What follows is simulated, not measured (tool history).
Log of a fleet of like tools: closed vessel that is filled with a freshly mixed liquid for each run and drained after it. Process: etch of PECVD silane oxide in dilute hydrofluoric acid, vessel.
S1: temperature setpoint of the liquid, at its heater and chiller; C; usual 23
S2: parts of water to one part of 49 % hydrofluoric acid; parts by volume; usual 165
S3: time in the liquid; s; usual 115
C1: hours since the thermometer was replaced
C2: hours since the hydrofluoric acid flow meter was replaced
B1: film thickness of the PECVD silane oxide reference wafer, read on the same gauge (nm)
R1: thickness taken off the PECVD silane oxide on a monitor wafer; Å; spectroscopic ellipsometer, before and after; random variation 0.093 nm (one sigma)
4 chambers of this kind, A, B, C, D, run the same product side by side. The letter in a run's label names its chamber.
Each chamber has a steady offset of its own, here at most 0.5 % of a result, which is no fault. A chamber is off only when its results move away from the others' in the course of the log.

run 1D hour=11 | S1=23 S2=165 S3=115 | C1=1729.3 C2=99.7 | B1=29.989 | R1=123.58
run 2B hour=17.4 | S1=23 S2=165 S3=115 | C1=2377.3 C2=1267.3 | B1=29.997 | R1=124.03
run 3A hour=23.3 | S1=23 S2=165 S3=115 | C1=140.2 C2=322.5 | B1=30.022 | R1=123.24
run 4C hour=29.2 | S1=23 S2=165 S3=115 | C1=787.6 C2=114.9 | B1=30.004 | R1=125.11
run 5D hour=34.8 | S1=23 S2=165 S3=115 | C1=1753.1 C2=123.5 | B1=29.977 | R1=124.46
run 6B hour=44.9 | S1=23 S2=165 S3=115 | C1=2404.8 C2=1294.8 | B1=30.028 | R1=123.08
run 7A hour=53.4 | S1=23 S2=165 S3=115 | C1=170.3 C2=352.6 | B1=30.008 | R1=122.25
run 8C hour=64.2 | S1=23 S2=165 S3=115 | C1=822.6 C2=149.9 | B1=30.007 | R1=123.9
run 9A hour=72.8 | S1=23 S2=165 S3=115 | C1=189.7 C2=372 | B1=29.999 | R1=122.84
run 10C hour=80.8 | S1=23 S2=165 S3=115 | C1=839.2 C2=166.5 | B1=29.995 | R1=123.83
run 11B hour=85.9 | S1=23 S2=165 S3=115 | C1=2445.8 C2=1335.8 | B1=30.016 | R1=124.78
run 12D hour=93.1 | S1=23 S2=165 S3=115 | C1=1811.4 C2=181.8 | B1=30.002 | R1=125.05
run 13C hour=104.2 | S1=23 S2=165 S3=115 | C1=862.6 C2=189.9 | B1=29.989 | R1=124.41
run 14B hour=111.8 | S1=23 S2=165 S3=115 | C1=2471.7 C2=1361.7 | B1=30 | R1=123.19
run 15D hour=120.3 | S1=23 S2=165 S3=115 | C1=1838.6 C2=209 | B1=30.019 | R1=123.4
run 16A hour=129.1 | S1=23 S2=165 S3=115 | C1=246 C2=428.3 | B1=30.005 | R1=125.76
run 17B hour=140 | S1=23 S2=165 S3=115 | C1=2499.9 C2=1389.9 | B1=29.988 | R1=124.19
run 18D hour=146 | S1=23 S2=165 S3=115 | C1=1864.3 C2=234.7 | B1=30.011 | R1=123.94
run 19C hour=151.4 | S1=23 S2=165 S3=115 | C1=909.8 C2=237.1 | B1=29.98 | R1=125.48
run 20A hour=160.2 | S1=23 S2=135 S3=90 | C1=277.1 C2=459.4 | B1=29.994 | R1=127.45
run 21D hour=167.1 | S1=23 S2=135 S3=90 | C1=1885.4 C2=255.8 | B1=30.01 | R1=121.32
run 22B hour=176 | S1=23 S2=135 S3=90 | C1=2535.9 C2=1425.9 | B1=29.986 | R1=122.9
run 23C hour=185.8 | S1=23 S2=135 S3=90 | C1=944.2 C2=271.5 | B1=29.985 | R1=122.01
run 24A hour=192.9 | S1=23 S2=165 S3=115 | C1=309.8 C2=492.1 | B1=30.003 | R1=129.78
run 25D hour=201.8 | S1=23 S2=140 S3=115 | C1=1920.1 C2=290.5 | B1=30.011 | R1=151.06
-- hour=207.8 chamber B: thermometer replaced
run 26C hour=212.9 | S1=23 S2=140 S3=115 | C1=971.3 C2=298.6 | B1=30.022 | R1=150.34
run 27B hour=221.1 | S1=23 S2=140 S3=115 | C1=13.3 C2=1471 | B1=30.021 | R1=150.22
run 28A hour=230.5 | S1=23 S2=140 S3=115 | C1=347.4 C2=529.7 | B1=29.992 | R1=160.16
-- hour=232.5 chamber D: thermometer replaced
run 29B hour=237.6 | S1=23 S2=165 S3=115 | C1=29.8 C2=1487.5 | B1=30.006 | R1=122.55
run 30C hour=248.7 | S1=23 S2=165 S3=115 | C1=1007.1 C2=334.4 | B1=30.001 | R1=123.89
run 31D hour=256.3 | S1=23 S2=165 S3=115 | C1=23.9 C2=345 | B1=29.989 | R1=124.4

All 4 chambers run these settings next. Forecast each chamber's results:
run 32A hour=264.6 | S1=18.5 S2=165 S3=115 | R1=?
run 32B hour=264.6 | S1=18.5 S2=165 S3=115 | R1=?
run 32C hour=264.6 | S1=18.5 S2=165 S3=115 | R1=?
run 32D hour=264.6 | S1=18.5 S2=165 S3=115 | R1=?

run=32A R1=112.58
run=32B R1=103.15
run=32C R1=105.51
run=32D R1=103.89
